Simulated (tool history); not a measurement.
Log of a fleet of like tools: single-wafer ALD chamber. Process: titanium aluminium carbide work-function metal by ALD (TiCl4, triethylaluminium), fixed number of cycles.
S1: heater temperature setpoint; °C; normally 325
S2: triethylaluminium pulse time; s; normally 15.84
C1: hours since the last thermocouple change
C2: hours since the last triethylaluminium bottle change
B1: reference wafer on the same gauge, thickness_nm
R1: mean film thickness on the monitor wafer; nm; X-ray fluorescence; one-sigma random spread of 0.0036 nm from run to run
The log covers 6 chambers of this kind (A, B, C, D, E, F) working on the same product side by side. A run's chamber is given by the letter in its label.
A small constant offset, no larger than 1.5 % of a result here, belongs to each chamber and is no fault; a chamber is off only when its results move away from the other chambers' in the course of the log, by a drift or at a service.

Run 1A, hour 7.6: usual settings; C1 109.1; C2 546.3; B1 2.5208. Result: R1 2.2995 nm.
Run 2B, hour 15.9: usual settings; C1 827.3; C2 180.7; B1 2.5195. Result: R1 2.2755 nm.
Run 3E, hour 28.2: usual settings; C1 1948.8; C2 257.9; B1 2.5210. Result: R1 2.2901 nm.
Run 4C, hour 40.3: usual settings; C1 307.7; C2 1087.2; B1 2.5217. Result: R1 2.3112 nm.
Run 5F, hour 54.3: usual settings; C1 753.0; C2 383.5; B1 2.5230. Result: R1 2.2858 nm.
Run 6D, hour 65.8: usual settings; C1 163.9; C2 1624.7; B1 2.5227. Result: R1 2.2842 nm.
Run 7E, hour 73.5: usual settings; C1 1994.1; C2 303.2; B1 2.5231. Result: R1 2.2930 nm.
Run 8D, hour 81.8: usual settings; C1 179.9; C2 1640.7; B1 2.5225. Result: R1 2.2804 nm.
Run 9B, hour 88.3: usual settings; C1 899.7; C2 253.1; B1 2.5232. Result: R1 2.2658 nm.
Run 10F, hour 100.1: usual settings; C1 798.8; C2 429.3; B1 2.5234. Result: R1 2.2932 nm.
Run 11C, hour 107.4: usual settings; C1 374.8; C2 1154.3; B1 2.5224. Result: R1 2.3085 nm.
Run 12A, hour 119.2: usual settings; C1 220.7; C2 657.9; B1 2.5247. Result: R1 2.3039 nm.
Run 13C, hour 129.4: usual settings; C1 396.8; C2 1176.3; B1 2.5249. Result: R1 2.3089 nm.
At hour 131.1: chamber D: triethylaluminium bottle replaced.
Run 14B, hour 143.3: usual settings; C1 954.7; C2 308.1; B1 2.5254. Result: R1 2.2783 nm.
Run 15F, hour 152.2: usual settings; C1 850.9; C2 481.4; B1 2.5258. Result: R1 2.2857 nm.
Run 16E, hour 165.2: usual settings but S1 317 °C; C1 2085.8; C2 394.9; B1 2.5262. Result: R1 2.2252 nm.
Run 17D, hour 177.2: usual settings but S1 317 °C; C1 275.3; C2 46.2; B1 2.5268. Result: R1 2.2142 nm.
Run 18A, hour 188.4: usual settings but S1 317 °C; C1 289.9; C2 727.1; B1 2.5265. Result: R1 2.2267 nm.
Run 19D, hour 197.8: usual settings but S1 317 °C; C1 295.9; C2 66.8; B1 2.5264. Result: R1 2.2165 nm.
Run 20F, hour 209.3: usual settings but S1 317 °C; C1 908.0; C2 538.5; B1 2.5262. Result: R1 2.2196 nm.
Run 21E, hour 220.5: usual settings but S1 317 °C; C1 2141.1; C2 450.2; B1 2.5290. Result: R1 2.2236 nm.
Run 22C, hour 229.2: usual settings; C1 496.6; C2 1276.1; B1 2.5284. Result: R1 2.3176 nm.
Run 23A, hour 238.9: usual settings; C1 340.4; C2 777.6; B1 2.5288. Result: R1 2.3004 nm.
Run 24B, hour 247.4: usual settings; C1 1058.8; C2 412.2; B1 2.5285. Result: R1 2.2794 nm.
Run 25C, hour 261.0: usual settings; C1 528.4; C2 1307.9; B1 2.5301. Result: R1 2.3148 nm.
Run 26F, hour 274.9: usual settings; C1 973.6; C2 604.1; B1 2.5298. Result: R1 2.2960 nm.
At hour 282.9: chamber F: triethylaluminium bottle replaced.
Run 27E, hour 282.9: usual settings; C1 2203.5; C2 512.6; B1 2.5302. Result: R1 2.3004 nm.
Run 28D, hour 289.8: usual settings; C1 387.9; C2 158.8; B1 2.5305. Result: R1 2.2968 nm.
Run 29B, hour 299.2: usual settings but S1 311 °C; C1 1110.6; C2 464.0; B1 2.5296. Result: R1 2.1538 nm.
Run 30A, hour 308.3: usual settings but S1 311 °C; C1 409.8; C2 847.0; B1 2.5309. Result: R1 2.1712 nm.
Run 31B, hour 321.9: usual settings but S1 311 °C; C1 1133.3; C2 486.7; B1 2.5310. Result: R1 2.1550 nm.
Run 32C, hour 332.0: usual settings but S1 311 °C; C1 599.4; C2 1378.9; B1 2.5324. Result: R1 2.1876 nm.
Run 33D, hour 346.3: usual settings but S1 311 °C; C1 444.4; C2 215.3; B1 2.5319. Result: R1 2.1649 nm.
Run 34F, hour 356.1: usual settings but S1 311 °C; C1 1054.8; C2 73.3; B1 2.5325. Result: R1 2.1677 nm.
Run 35E, hour 363.1: usual settings; C1 2283.7; C2 592.8; B1 2.5327. Result: R1 2.2968 nm.
Run 36A, hour 370.7: usual settings; C1 472.2; C2 909.4; B1 2.5335. Result: R1 2.3101 nm.
Run 37E, hour 382.8: usual settings; C1 2303.4; C2 612.5; B1 2.5338. Result: R1 2.3078 nm.
Run 38F, hour 392.8: usual settings; C1 1091.5; C2 110.0; B1 2.5344. Result: R1 2.2976 nm.
Run 39A, hour 401.7: usual settings but S1 340 °C, S2 20.97 s; C1 503.2; C2 940.4; B1 2.5347. Result: R1 2.4536 nm.
Run 40C, hour 413.8: usual settings but S1 340 °C, S2 20.97 s; C1 681.2; C2 1460.7; B1 2.5330. Result: R1 2.4758 nm.
Run 41D, hour 422.8: usual settings but S1 340 °C, S2 20.97 s; C1 520.9; C2 291.8; B1 2.5350. Result: R1 2.4431 nm.
Run 42B, hour 432.6: usual settings but S1 340 °C, S2 20.97 s; C1 1244.0; C2 597.4; B1 2.5354. Result: R1 2.4280 nm.
Run 43C, hour 442.3: usual settings but S1 340 °C, S2 20.97 s; C1 709.7; C2 1489.2; B1 2.5355. Result: R1 2.4694 nm.
Run 44F, hour 454.2: usual settings but S1 340 °C, S2 20.97 s; C1 1152.9; C2 171.4; B1 2.5359. Result: R1 2.4429 nm.

Next, all 6 chambers run the settings below, one line each with question marks for the results. What does each chamber give?
Run 45A, hour 464.5: usual settings. Result: R1 ?.
Run 45B, hour 464.5: usual settings. Result: R1 ?.
Run 45C, hour 464.5: usual settings. Result: R1 ?.
Run 45D, hour 464.5: usual settings. Result: R1 ?.
Run 45E, hour 464.5: usual settings. Result: R1 ?.
Run 45F, hour 464.5: usual settings. Result: R1 ?.

run      R1
45A  2.3172
45B  2.2881
45C  2.3252
45D  2.2933
45E  2.3046
45F  2.2927
